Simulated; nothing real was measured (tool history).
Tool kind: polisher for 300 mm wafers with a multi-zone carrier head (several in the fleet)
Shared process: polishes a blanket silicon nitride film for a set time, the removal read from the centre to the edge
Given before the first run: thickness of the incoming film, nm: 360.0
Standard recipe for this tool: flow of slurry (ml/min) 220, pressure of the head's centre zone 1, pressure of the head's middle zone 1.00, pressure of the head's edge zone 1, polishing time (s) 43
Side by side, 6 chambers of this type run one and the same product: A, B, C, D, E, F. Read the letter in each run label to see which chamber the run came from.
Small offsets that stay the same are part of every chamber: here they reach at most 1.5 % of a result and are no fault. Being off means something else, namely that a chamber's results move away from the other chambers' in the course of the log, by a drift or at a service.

run   hour  flow of slurry (ml/min)  pressure of the head's centre zone  pressure of the head's middle zone  pressure of the head's edge zone  polishing time (s)  wafers polished on this pad  hours since the slurry nozzle was cleaned  hours since the centre zone pressure was calibrated  hours since the edge zone pressure was calibrated  film removed at the wafer's centre (angstrom)  film removed at mid-radius (angstrom)  film removed at the wafer's edge (angstrom)
 1F    4.7                      220                                   1                                1.00                                 1                  43                          397                                       16.5                                                146.4                                              474.5                                         701.01                                 698.73                                       709.41
 2A   10.5                      220                                   1                                1.00                                 1                  43                          252                                       90.8                                                325.8                                              411.2                                         705.26                                 693.78                                       710.19
      15.7  -- chamber E: centre zone pressure recalibrated
 3B   17.2                      220                                   1                                1.00                                 1                  43                         1160                                      275.8                                                748.8                                              174.1                                         705.41                                 700.67                                       707.18
      19.5  -- chamber B: worn pad replaced by a new one
 4C   23.5                      220                                   1                                1.00                                 1                  43                          788                                      212.9                                                371.5                                              438.9                                         701.42                                 716.03                                       713.54
      25.8  -- chamber E: worn pad replaced by a new one
 5D   29.3                      220                                   1                                1.00                                 1                  43                          506                                      415.5                                                540.6                                              595.6                                         724.69                                 708.57                                       717.30
 6E   33.4                      220                                   1                                1.00                                 1                  43                          129                                      671.6                                                 17.7                                              205.7                                         717.05                                 695.64                                       715.66
 7E   39.6                      220                                   1                                1.00                                 1                  43                          234                                      677.8                                                 23.9                                              211.9                                         702.34                                 706.06                                       724.41
 8D   46.6                      220                                   1                                1.00                                 1                  43                          800                                      432.8                                                557.9                                              612.9                                         713.96                                 714.40                                       717.49
 9F   50.7                      220                                   1                                1.00                                 1                  43                         1179                                       62.5                                                192.4                                              520.5                                         704.73                                 706.36                                       695.05
10C   54.4                      220                                   1                                1.00                                 1                  43                         1313                                      243.8                                                402.4                                              469.8                                         697.33                                 709.81                                       722.67
11B   58.5                      220                                   1                                1.00                                 1                  43                          663                                      317.1                                                790.1                                              215.4                                         694.49                                 696.23                                       693.51
12A   62.6                      220                                   1                                1.00                                 1                  43                         1137                                      142.9                                                377.9                                              463.3                                         724.81                                 685.69                                       707.03
      63.2  -- chamber F: worn pad replaced by a new one
      66.2  -- chamber D: worn pad replaced by a new one
      67.1  -- chamber A: worn pad replaced by a new one
      67.7  -- chamber D: edge zone pressure recalibrated
      68.0  -- chamber C: edge zone pressure recalibrated
13E   69.5                      220                                   1                                1.00                                 1                  43                          742                                      707.7                                                 53.8                                              241.8                                         719.52                                 710.99                                       718.22
      75.0  -- chamber E: slurry nozzle cleaned
14B   77.1                      220                                   1                                0.93                                 1                  43                          979                                      335.7                                                808.7                                              234.0                                         705.69                                 664.87                                       700.63
15C   81.1                      220                                   1                                0.93                                 1                  43                         1767                                      270.5                                                429.1                                               13.1                                         710.55                                 645.36                                       714.82
16F   85.1                      220                                   1                                0.93                                 1                  43                          373                                       96.9                                                226.8                                              554.9                                         693.93                                 680.69                                       712.56
      89.0  -- chamber B: worn pad replaced by a new one
17A   89.2                      220                                   1                                0.93                                 1                  43                          375                                      169.5                                                404.5                                              489.9                                         704.20                                 669.74                                       713.77
18D   95.4                      220                                   1                                0.93                                 1                  43                          497                                      481.6                                                606.7                                               27.7                                         716.73                                 660.38                                       716.56
      96.2  -- chamber E: worn pad replaced by a new one
19D  101.3                      220                                   1                                0.93                                 1                  43                          597                                      487.5                                                612.6                                               33.6                                         710.95                                 643.33                                       720.67
20E  107.0                      220                                   1                                1.00                                 1                  43                          184                                       32.1                                                 91.3                                              279.3                                         724.19                                 719.58                                       710.57
21B  113.9                      220                                   1                                1.00                                 1                  43                          423                                      372.5                                                845.5                                              270.8                                         706.15                                 722.03                                       692.38
22C  121.0                      220                                   1                                1.00                                 1                  43                         2445                                      310.4                                                469.0                                               53.0                                         681.12                                 693.81                                       700.37
23A  125.7                      220                                   1                                1.00                                 1                  43                          996                                      206.0                                                441.0                                              526.4                                         709.88                                 720.35                                       702.86
24F  132.2                      220                                   1                                1.00                                 1                  43                         1174                                      144.0                                                273.9                                              602.0                                         701.69                                 699.62                                       698.80
     135.7  -- chamber C: centre zone pressure recalibrated
     135.8  -- chamber D: worn pad replaced by a new one
25D  138.1                      220                                   1                                1.00                                 1                  43                           40                                      524.3                                                649.4                                               70.4                                         703.66                                 713.18                                       712.76
26C  142.4                      220                                   1                                1.00                                 1                  43                         2809                                      331.8                                                  6.8                                               74.4                                         665.07                                 685.48                                       677.93
27E  147.4                      220                                   1                                1.00                                 1                  43                          870                                       72.5                                                131.7                                              319.7                                         726.68                                 695.92                                       715.35
     151.9  -- chamber F: worn pad replaced by a new one
28F  154.6                      220                                   1                                1.00                                 1                  43                           46                                      166.4                                                296.3                                              624.4                                         712.83                                 717.46                                       714.17
     154.7  -- chamber B: worn pad replaced by a new one
     156.4  -- chamber A: worn pad replaced by a new one
29A  158.5                      220                                   1                                1.00                                 1                  43                           37                                      238.8                                                473.8                                              559.2                                         714.83                                 715.56                                       709.67
30B  163.3                      220                                   1                                1.00                                 1                  43                          146                                      421.9                                                894.9                                              320.2                                         693.66                                 710.24                                       704.37
     165.3  -- chamber E: worn pad replaced by a new one
31A  167.2                      220                                   1                                1.00                                 1                  43                          184                                      247.5                                                482.5                                              567.9                                         705.44                                 696.37                                       705.70
32E  172.4                      220                                   1                                1.00                                 1                  43                          121                                       97.5                                                156.7                                              344.7                                         717.87                                 713.81                                       715.93
33C  179.7                      285                                   1                                0.90                                 1                  43                         3443                                      369.1                                                 44.1                                              111.7                                         684.05                                 630.88                                       679.30
34D  184.0                      285                                   1                                0.90                                 1                  43                          820                                      570.2                                                695.3                                              116.3                                         736.72                                 677.15                                       735.89
35B  190.1                      285                                   1                                0.90                                 1                  43                          602                                      448.7                                                921.7                                              347.0                                         719.20                                 657.66                                       724.55
     194.1  -- chamber F: centre zone pressure recalibrated
36F  197.2                      285                                   1                                0.90                                 1                  43                          770                                      209.0                                                  3.1                                              667.0                                         729.74                                 677.90                                       720.25
37A  204.2                      285                                   1                                0.90                                 1                  43                          813                                      284.5                                                519.5                                              604.9                                         726.62                                 654.67                                       717.99
38D  209.2                      285                                   1                                0.90                                 1                  43                         1248                                      595.4                                                720.5                                              141.5                                         742.77                                 673.61                                       730.36
39E  215.2                      220                                   1                                1.00                                 1                  43                          849                                      140.3                                                199.5                                              387.5                                         719.64                                 724.67                                       709.34
40C  219.3                      220                                   1                                1.00                                 1                  43                         4116                                      408.7                                                 83.7                                              151.3                                         663.76                                 681.42                                       647.76
     225.4  -- chamber F: worn pad replaced by a new one
41F  226.3                      220                                   1                                1.00                                 1                  43                           16                                      238.1                                                 32.2                                              696.1                                         705.22                                 721.98                                       709.06

The same settings go to every chamber for the next run, one line per chamber below. Forecast the results for each:
42A  231.8                      270                                   1                                1.00                                 1                  43                                                                                                                                                                                                                              ?                                      ?                                            ?
42B  231.8                      270                                   1                                1.00                                 1                  43                                                                                                                                                                                                                              ?                                      ?                                            ?
42C  231.8                      270                                   1                                1.00                                 1                  43                                                                                                                                                                                                                              ?                                      ?                                            ?
42D  231.8                      270                                   1                                1.00                                 1                  43                                                                                                                                                                                                                              ?                                      ?                                            ?
42E  231.8                      270                                   1                                1.00                                 1                  43                                                                                                                                                                                                                              ?                                      ?                                            ?
42F  231.8                      270                                   1                                1.00                                 1                  43                                                                                                                                                                                                                              ?                                      ?                                            ?

run  film removed at the wafer's centre (angstrom)  film removed at mid-radius (angstrom)  film removed at the wafer's edge (angstrom)
42A                                         736.89                                 731.21                                       718.36
42B                                         717.84                                 697.03                                       695.91
42C                                         677.07                                 662.42                                       667.28
42D                                         728.26                                 718.68                                       723.92
42E                                         732.15                                 743.49                                       721.14
42F                                         721.19                                 738.92                                       724.46
